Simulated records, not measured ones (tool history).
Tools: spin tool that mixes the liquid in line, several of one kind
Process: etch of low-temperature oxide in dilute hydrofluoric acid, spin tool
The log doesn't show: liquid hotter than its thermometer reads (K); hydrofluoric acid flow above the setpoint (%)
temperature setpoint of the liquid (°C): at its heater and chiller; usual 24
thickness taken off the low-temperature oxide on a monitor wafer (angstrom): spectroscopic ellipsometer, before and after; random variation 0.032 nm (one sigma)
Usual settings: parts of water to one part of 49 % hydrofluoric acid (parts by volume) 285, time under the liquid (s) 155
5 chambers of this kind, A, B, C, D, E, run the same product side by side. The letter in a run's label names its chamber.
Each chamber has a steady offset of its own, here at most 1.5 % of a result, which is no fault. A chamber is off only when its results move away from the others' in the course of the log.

run   hour  temperature setpoint of the liquid (°C)  parts of water to one part of 49 % hydrofluoric acid (parts by volume)  time under the liquid (s)  hours since the thermometer was replaced  hours since the hydrofluoric acid flow meter was replaced  read-back film thickness of the low-temperature oxide reference wafer, read on the same gauge (nm)  thickness taken off the low-temperature oxide on a monitor wafer (angstrom)
 1B    6.9                                       24                                                                     285                        155                                    2460.6                                                     1011.4                                                                                              49.963                                                                       64.192
 2C     14                                       24                                                                     285                        155                                    1360.1                                                      584.4                                                                                              49.984                                                                       64.371
 3E   17.3                                       24                                                                     285                        155                                     573.4                                                      626.1                                                                                              49.997                                                                       63.192
 4A   24.7                                       24                                                                     285                        155                                    1024.3                                                      309.2                                                                                              50.006                                                                       63.923
 5D   29.9                                       24                                                                     285                        155                                      1028                                                        899                                                                                              50.015                                                                       63.928
 6C   35.9                                       24                                                                     285                        155                                      1382                                                      606.3                                                                                              50.023                                                                       63.841
 7D     43                                       24                                                                     285                        155                                    1041.1                                                      912.1                                                                                              50.004                                                                        64.19
 8B   46.9                                       24                                                                     285                        185                                    2500.6                                                     1051.4                                                                                              50.004                                                                       76.737
 9E     53                                       24                                                                     285                        185                                     609.1                                                      661.8                                                                                              49.973                                                                       75.056
10A   57.6                                       24                                                                     285                        185                                    1057.2                                                      342.1                                                                                              49.998                                                                       75.753
11D   62.5                                       24                                                                     285                        185                                    1060.6                                                      931.6                                                                                              49.978                                                                        75.63
12A   69.1                                       24                                                                     285                        185                                    1068.7                                                      353.6                                                                                              50.008                                                                       76.314
13E   76.7                                       24                                                                     285                        155                                     632.8                                                      685.5                                                                                              49.963                                                                       62.347
14C   80.1                                       24                                                                     285                        155                                    1426.2                                                      650.5                                                                                              49.974                                                                       64.296
15B   84.1                                       24                                                                     285                        155                                    2537.8                                                     1088.6                                                                                                  50                                                                       64.158
16E   91.5                                       24                                                                     285                        155                                     647.6                                                      700.3                                                                                              50.009                                                                       62.668
17B   95.3                                       24                                                                     285                        155                                      2549                                                     1099.8                                                                                              49.979                                                                        64.78
18D   99.5                                       24                                                                     285                        155                                    1097.6                                                      968.6                                                                                              49.958                                                                       64.744
19A  103.4                                       24                                                                     285                        155                                      1103                                                      387.9                                                                                              49.999                                                                       63.797
20C  107.1                                       24                                                                     285                        155                                    1453.2                                                      677.5                                                                                              50.025                                                                       63.937
21C  112.6                                       24                                                                     285                        155                                    1458.7                                                        683                                                                                              49.998                                                                       64.656
22A  117.2                                       24                                                                     285                        155                                    1116.8                                                      401.7                                                                                              49.981                                                                       63.715
23D  124.5                                       24                                                                     285                        155                                    1122.6                                                      993.6                                                                                              50.021                                                                       64.047
24B  131.5                                       24                                                                     285                        155                                    2585.2                                                       1136                                                                                              50.007                                                                       63.516
25E  136.9                                       24                                                                     285                        155                                       693                                                      745.7                                                                                              50.009                                                                       62.816
26B  141.4                                       24                                                                     285                        155                                    2595.1                                                     1145.9                                                                                               50.03                                                                        63.81
27D  145.5                                       24                                                                     285                        155                                    1143.6                                                     1014.6                                                                                              49.979                                                                       64.035
28E  151.5                                       24                                                                     285                        155                                     707.6                                                      760.3                                                                                              49.959                                                                       62.897
29C  158.3                                       24                                                                     285                        155                                    1504.4                                                      728.7                                                                                              49.986                                                                        64.57
30A  163.4                                       24                                                                     285                        155                                      1163                                                      447.9                                                                                              49.999                                                                       63.752
     166.3  -- chamber B: thermometer replaced
31B    168                                       24                                                                     285                        155                                       1.7                                                     1172.5                                                                                              50.016                                                                       64.463
32A  172.3                                       24                                                                     285                        155                                    1171.9                                                      456.8                                                                                              49.977                                                                       63.589
33E  178.3                                     21.5                                                                     285                         70                                     734.4                                                      787.1                                                                                              50.036                                                                        26.15

Next, every chamber runs the same settings. What will each give?
34A  183.8                                       24                                                                     175                        155                                                                                                                                                                                                                                                                                     ?
34B  183.8                                       24                                                                     175                        155                                                                                                                                                                                                                                                                                     ?
34C  183.8                                       24                                                                     175                        155                                                                                                                                                                                                                                                                                     ?
34D  183.8                                       24                                                                     175                        155                                                                                                                                                                                                                                                                                     ?
34E  183.8                                       24                                                                     175                        155                                                                                                                                                                                                                                                                                     ?

run  thickness taken off the low-temperature oxide on a monitor wafer (angstrom)
34A                                                                       117.54
34B                                                                       118.73
34C                                                                       118.73
34D                                                                       117.59
34E                                                                       115.34
